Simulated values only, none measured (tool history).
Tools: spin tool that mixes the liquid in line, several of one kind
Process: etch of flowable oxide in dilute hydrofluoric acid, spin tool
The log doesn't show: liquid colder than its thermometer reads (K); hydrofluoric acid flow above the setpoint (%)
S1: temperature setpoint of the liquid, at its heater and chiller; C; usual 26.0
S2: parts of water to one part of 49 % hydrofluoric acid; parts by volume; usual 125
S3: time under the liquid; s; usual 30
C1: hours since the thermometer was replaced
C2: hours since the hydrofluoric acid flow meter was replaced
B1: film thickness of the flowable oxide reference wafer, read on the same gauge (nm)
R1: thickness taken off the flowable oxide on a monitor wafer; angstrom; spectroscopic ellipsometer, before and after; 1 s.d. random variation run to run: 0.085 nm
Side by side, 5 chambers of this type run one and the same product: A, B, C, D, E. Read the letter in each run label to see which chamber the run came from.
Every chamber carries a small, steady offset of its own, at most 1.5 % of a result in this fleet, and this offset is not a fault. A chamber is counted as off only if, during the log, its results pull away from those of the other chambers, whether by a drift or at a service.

run	day	S1	S2	S3	C1	C2	B1	R1
1D	0.242	26.0	125	30	1901.2	865.9	59.980	118.27
2C	0.421	26.0	125	30	1438.0	362.1	60.012	117.64
3A	0.621	26.0	125	30	1186.1	896.0	60.024	120.51
4E	0.833	26.0	125	30	1010.7	1349.0	59.979	118.99
5B	0.958	26.0	125	30	1354.2	303.3	60.008	121.35
6B	1.121	26.0	105	30	1358.1	307.2	60.029	148.09
7E	1.312	26.0	105	30	1022.2	1360.5	59.998	142.90
8C	1.500	26.0	105	30	1463.9	388.0	59.998	147.21
9D	1.638	26.0	105	30	1934.7	899.4	59.987	144.04
10A	1.821	26.0	105	30	1214.9	924.8	60.008	145.00
11A	1.958	23.5	100	30	1218.2	928.1	59.973	137.88
12E	2.208	23.5	100	30	1043.7	1382.0	60.003	138.36
13D	2.454	23.5	100	30	1954.3	919.0	60.000	139.05
14B	2.696	23.5	100	30	1395.9	345.0	59.999	142.21
15C	2.812	23.5	100	30	1495.4	419.5	60.013	137.79
16C	2.950	26.0	125	30	1498.7	422.8	59.989	118.73
17E	3.071	26.0	125	30	1064.4	1402.7	59.979	121.75
18A	3.271	26.0	155	45	1249.7	959.6	59.966	138.39
19D	3.425	26.0	155	45	1977.6	942.3	60.001	137.92
20B	3.571	26.0	155	45	1416.9	366.0	60.008	142.31
21E	3.717	26.0	155	45	1079.9	1418.2	60.016	143.70
22D	3.875	26.0	155	45	1988.4	953.1	60.017	138.34
23C	4.079	26.0	125	30	1525.8	449.9	60.017	117.36
# day 4.271: chamber B: hydrofluoric acid flow meter replaced
24B	4.271	26.0	125	30	1433.7	0.1	59.982	118.42
25A	4.462	26.0	125	30	1278.3	988.2	59.987	119.61
26D	4.612	26.0	125	30	2006.1	970.8	59.984	118.06
27C	4.854	26.0	125	30	1544.4	468.5	59.960	118.55
28E	5.046	26.0	125	30	1111.8	1450.1	59.996	125.00
29A	5.212	26.0	125	30	1296.3	1006.2	60.007	120.71
30B	5.392	26.0	80	45	1460.6	27.0	59.986	293.45
31E	5.642	26.0	80	45	1126.1	1464.4	59.994	311.66
# day 5.833: chamber A: hydrofluoric acid flow meter replaced
32A	5.875	26.0	80	45	1312.2	1.1	59.993	294.00
33C	6.129	26.0	80	45	1575.0	499.1	60.035	296.15
34D	6.317	26.0	80	45	2047.0	1011.7	59.979	297.85
35B	6.467	26.0	125	30	1486.4	52.8	60.012	120.65

Is one chamber off against the others, does the gauge drift, or is nothing wrong? If a chamber is off, say which, and what the likeliest cause is.

Chamber E drifts away from the others.
Most likely cause: hydrofluoric acid flow above the setpoint (%) = 8.61.
With only this log, it may be confused with: liquid hotter than its thermometer reads (K).

Below are 4 candidate recipes for chamber E's next run, each the usual settings with a change, their results shown as question marks. Which of them brings E's results back in line with what the other chambers give on the usual settings?
In line means no further than this from the other chambers' mean on the usual settings: R1 3.00 angstrom
36E-1	6.654	25.5	125	30				?
36E-2	6.654	23.5	125	30				?
36E-3	6.654	26.0	115	30				?
36E-4	6.654	26.5	125	30				?

On the usual settings, the other chambers give on average: R1 119.13 angstrom
run	R1
36E-1	127.58
36E-2	118.04
36E-3	142.75
36E-4	132.53
36E-2 brings the chamber back in line.

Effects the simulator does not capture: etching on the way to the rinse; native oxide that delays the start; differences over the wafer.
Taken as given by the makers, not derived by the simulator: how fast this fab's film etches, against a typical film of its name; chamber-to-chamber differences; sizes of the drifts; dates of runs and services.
